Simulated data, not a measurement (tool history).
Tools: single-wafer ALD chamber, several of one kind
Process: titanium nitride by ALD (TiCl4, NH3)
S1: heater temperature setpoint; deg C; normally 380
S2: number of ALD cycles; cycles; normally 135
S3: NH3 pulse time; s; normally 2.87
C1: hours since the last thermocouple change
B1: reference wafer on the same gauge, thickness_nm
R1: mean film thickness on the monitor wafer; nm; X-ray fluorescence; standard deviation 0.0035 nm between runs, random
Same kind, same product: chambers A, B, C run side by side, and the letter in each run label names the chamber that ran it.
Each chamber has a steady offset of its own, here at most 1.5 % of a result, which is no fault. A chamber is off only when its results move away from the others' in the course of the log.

{"run": "1A", "hour": 4.2, "S1": 380, "S2": 135, "S3": 2.87, "C1": 1079.2, "B1": 2.8504, "R1": 2.9498}
{"run": "2B", "hour": 8.5, "S1": 380, "S2": 135, "S3": 2.87, "C1": 220.7, "B1": 2.8508, "R1": 2.9944}
{"run": "3C", "hour": 12.2, "S1": 380, "S2": 135, "S3": 2.87, "C1": 342.7, "B1": 2.8512, "R1": 2.9325}
{"run": "4A", "hour": 16.3, "S1": 380, "S2": 135, "S3": 2.87, "C1": 1091.3, "B1": 2.8516, "R1": 2.9492}
{"run": "5B", "hour": 20.3, "S1": 380, "S2": 135, "S3": 2.87, "C1": 232.5, "B1": 2.8525, "R1": 3.0008}
{"run": "6C", "hour": 24.9, "S1": 380, "S2": 135, "S3": 2.87, "C1": 355.4, "B1": 2.8526, "R1": 2.945}
{"run": "7C", "hour": 28.3, "S1": 380, "S2": 135, "S3": 2.87, "C1": 358.8, "B1": 2.8532, "R1": 2.9436}
{"run": "8B", "hour": 32.2, "S1": 380, "S2": 135, "S3": 2.87, "C1": 244.4, "B1": 2.8532, "R1": 3.0031}
{"run": "9A", "hour": 37.2, "S1": 380, "S2": 135, "S3": 2.87, "C1": 1112.2, "B1": 2.8541, "R1": 2.956}
{"run": "10C", "hour": 41.7, "S1": 380, "S2": 135, "S3": 2.87, "C1": 372.2, "B1": 2.8558, "R1": 2.9355}
{"run": "11B", "hour": 44.3, "S1": 380, "S2": 135, "S3": 2.87, "C1": 256.5, "B1": 2.8545, "R1": 2.993}
{"run": "12A", "hour": 48.1, "S1": 380, "S2": 135, "S3": 2.87, "C1": 1123.1, "B1": 2.8554, "R1": 2.9575}
{"run": "13C", "hour": 52.9, "S1": 388, "S2": 124, "S3": 2.87, "C1": 383.4, "B1": 2.8568, "R1": 2.7134}
{"run": "14A", "hour": 57.1, "S1": 388, "S2": 124, "S3": 2.87, "C1": 1132.1, "B1": 2.857, "R1": 2.7296}
{"run": "15B", "hour": 60.1, "S1": 388, "S2": 124, "S3": 2.87, "C1": 272.3, "B1": 2.8561, "R1": 2.7728}
{"run": "16A", "hour": 63.0, "S1": 380, "S2": 145, "S3": 2.87, "C1": 1138, "B1": 2.8576, "R1": 3.1776}
{"run": "17B", "hour": 65.5, "S1": 380, "S2": 145, "S3": 2.87, "C1": 277.7, "B1": 2.8577, "R1": 3.2341}
{"run": "18C", "hour": 70.0, "S1": 380, "S2": 145, "S3": 2.87, "C1": 400.5, "B1": 2.858, "R1": 3.1596}
{"run": "19B", "hour": 74.2, "S1": 380, "S2": 135, "S3": 2.87, "C1": 286.4, "B1": 2.8593, "R1": 3.004}
{"run": "20A", "hour": 79.2, "S1": 380, "S2": 135, "S3": 2.87, "C1": 1154.2, "B1": 2.8589, "R1": 2.9656}
{"run": "21C", "hour": 82.1, "S1": 380, "S2": 135, "S3": 2.87, "C1": 412.6, "B1": 2.8594, "R1": 2.9462}
{"run": "22A", "hour": 85.8, "S1": 380, "S2": 135, "S3": 2.87, "C1": 1160.8, "B1": 2.8604, "R1": 2.9656}
{"run": "23C", "hour": 90.3, "S1": 380, "S2": 135, "S3": 2.87, "C1": 420.8, "B1": 2.8606, "R1": 2.9485}
{"run": "24B", "hour": 93.8, "S1": 380, "S2": 118, "S3": 2.87, "C1": 306, "B1": 2.8605, "R1": 2.6285}
{"run": "25B", "hour": 96.6, "S1": 380, "S2": 118, "S3": 2.87, "C1": 308.8, "B1": 2.8616, "R1": 2.6265}
{"run": "26A", "hour": 101.3, "S1": 380, "S2": 118, "S3": 2.87, "C1": 1176.3, "B1": 2.8625, "R1": 2.5922}
{"run": "27C", "hour": 105.6, "S1": 380, "S2": 135, "S3": 2.87, "C1": 436.1, "B1": 2.8619, "R1": 2.9489}
{"run": "28A", "hour": 109.4, "S1": 380, "S2": 135, "S3": 1.91, "C1": 1184.4, "B1": 2.8634, "R1": 2.9077}
{"run": "29C", "hour": 113.1, "S1": 380, "S2": 135, "S3": 1.91, "C1": 443.6, "B1": 2.8641, "R1": 2.8848}

Is one chamber off against the others, does the gauge drift, or is nothing wrong? If a chamber is off, say which, and what the likeliest cause is.

The gauge drifts, so all chambers seem to drift together. No chamber is off.
Likeliest cause: gauge reads high (%) = 0.483.
